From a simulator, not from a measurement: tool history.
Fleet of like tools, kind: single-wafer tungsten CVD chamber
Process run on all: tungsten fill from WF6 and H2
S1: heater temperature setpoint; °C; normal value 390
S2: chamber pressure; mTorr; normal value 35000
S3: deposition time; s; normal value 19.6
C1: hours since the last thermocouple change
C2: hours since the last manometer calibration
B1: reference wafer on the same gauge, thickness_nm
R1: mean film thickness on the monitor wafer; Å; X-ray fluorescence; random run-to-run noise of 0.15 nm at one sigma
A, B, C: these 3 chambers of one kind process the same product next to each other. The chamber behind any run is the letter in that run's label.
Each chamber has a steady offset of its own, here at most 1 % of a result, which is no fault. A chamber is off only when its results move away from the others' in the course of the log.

Run 1B, day 0.371: usual settings; C1 1665.1; C2 47.2; B1 47.604. Result: R1 502.62 Å.
Run 2A, day 0.817: usual settings; C1 252.2; C2 892.4; B1 47.57. Result: R1 502.4 Å.
Run 3C, day 1.442: usual settings; C1 1043.6; C2 871.3; B1 47.61. Result: R1 504.87 Å.
Run 4B, day 2.083: usual settings; C1 1706.2; C2 88.3; B1 47.61. Result: R1 501.24 Å.
Run 5A, day 2.733: usual settings; C1 298.2; C2 938.4; B1 47.586. Result: R1 506.18 Å.
Run 6C, day 3.033: usual settings but S3 23.1 s; C1 1081.8; C2 909.5; B1 47.616. Result: R1 592.87 Å.
Run 7B, day 3.633: usual settings but S3 23.1 s; C1 1743.4; C2 125.5; B1 47.629. Result: R1 593.69 Å.
Run 8A, day 4.162: usual settings but S3 23.1 s; C1 332.5; C2 972.7; B1 47.605. Result: R1 595 Å.
Run 9C, day 4.475: usual settings; C1 1116.4; C2 944.1; B1 47.578. Result: R1 504.96 Å.
At day 4.788: chamber B: thermocouple changed; heater temperature recalibrated.
Run 10C, day 5.112: usual settings but S2 38100 mTorr; C1 1131.7; C2 959.4; B1 47.607. Result: R1 525.37 Å.
Run 11A, day 5.462: usual settings but S2 38100 mTorr; C1 363.7; C2 1003.9; B1 47.594. Result: R1 525.05 Å.
Run 12B, day 5.762: usual settings but S2 38100 mTorr; C1 23.4; C2 176.6; B1 47.597. Result: R1 538.08 Å.
Run 13C, day 6.246: usual settings; C1 1158.9; C2 986.6; B1 47.583. Result: R1 503.98 Å.
Run 14B, day 6.683: usual settings; C1 45.5; C2 198.7; B1 47.611. Result: R1 519.84 Å.
Run 15A, day 7.146: usual settings; C1 404.1; C2 1044.3; B1 47.623. Result: R1 504.95 Å.
Run 16B, day 7.504: usual settings; C1 65.2; C2 218.4; B1 47.597. Result: R1 520.53 Å.
Run 17A, day 7.867: usual settings; C1 421.4; C2 1061.6; B1 47.59. Result: R1 505.67 Å.
Run 18C, day 8.471: usual settings; C1 1212.3; C2 1040; B1 47.604. Result: R1 504.36 Å.
Run 19A, day 9.071: usual settings; C1 450.3; C2 1090.5; B1 47.61. Result: R1 502.54 Å.
Run 20C, day 9.408: usual settings; C1 1234.8; C2 1062.5; B1 47.586. Result: R1 501.17 Å.
Run 21B, day 9.704: usual settings but S2 31000 mTorr; C1 118; C2 271.2; B1 47.587. Result: R1 490.65 Å.
Run 22C, day 10.304: usual settings but S2 31000 mTorr; C1 1256.3; C2 1084; B1 47.603. Result: R1 476.34 Å.
Run 23A, day 10.933: usual settings but S2 31000 mTorr; C1 495; C2 1135.2; B1 47.577. Result: R1 474.91 Å.

Is one chamber out of step, is the gauge drifting, or do the chambers differ by no more than their own small offsets? For an off chamber, give its letter and the likeliest cause.

A service on chamber B put it out of line with the rest.
Likeliest cause: wafer temperature above the value expected at the setpoint (K) = 1.78.

Here are 4 candidates for chamber B's next run, each the usual settings with a change, their results left as question marks. Which one brings its results back in line with what the others give on the usual settings?
Allowed miss from the other chambers' usual-settings mean, per result, to count as in line: R1 5.3 Å
Run 24B-1, day 11.404: usual settings but S3 19.8 s. Result: R1 ?.
Run 24B-2, day 11.404: usual settings but S2 34800 mTorr, S3 19.4 s. Result: R1 ?.
Run 24B-3, day 11.404: usual settings but S3 19 s. Result: R1 ?.
Run 24B-4, day 11.404: usual settings but S1 391 °C, S2 35200 mTorr, S3 19.8 s. Result: R1 ?.

Usual-settings mean across the other chambers: R1 503.85 Å
  run      R1
24B-1     526
24B-2  513.97
24B-3  504.66
24B-4  537.64
24B-3 brings the chamber back in line.
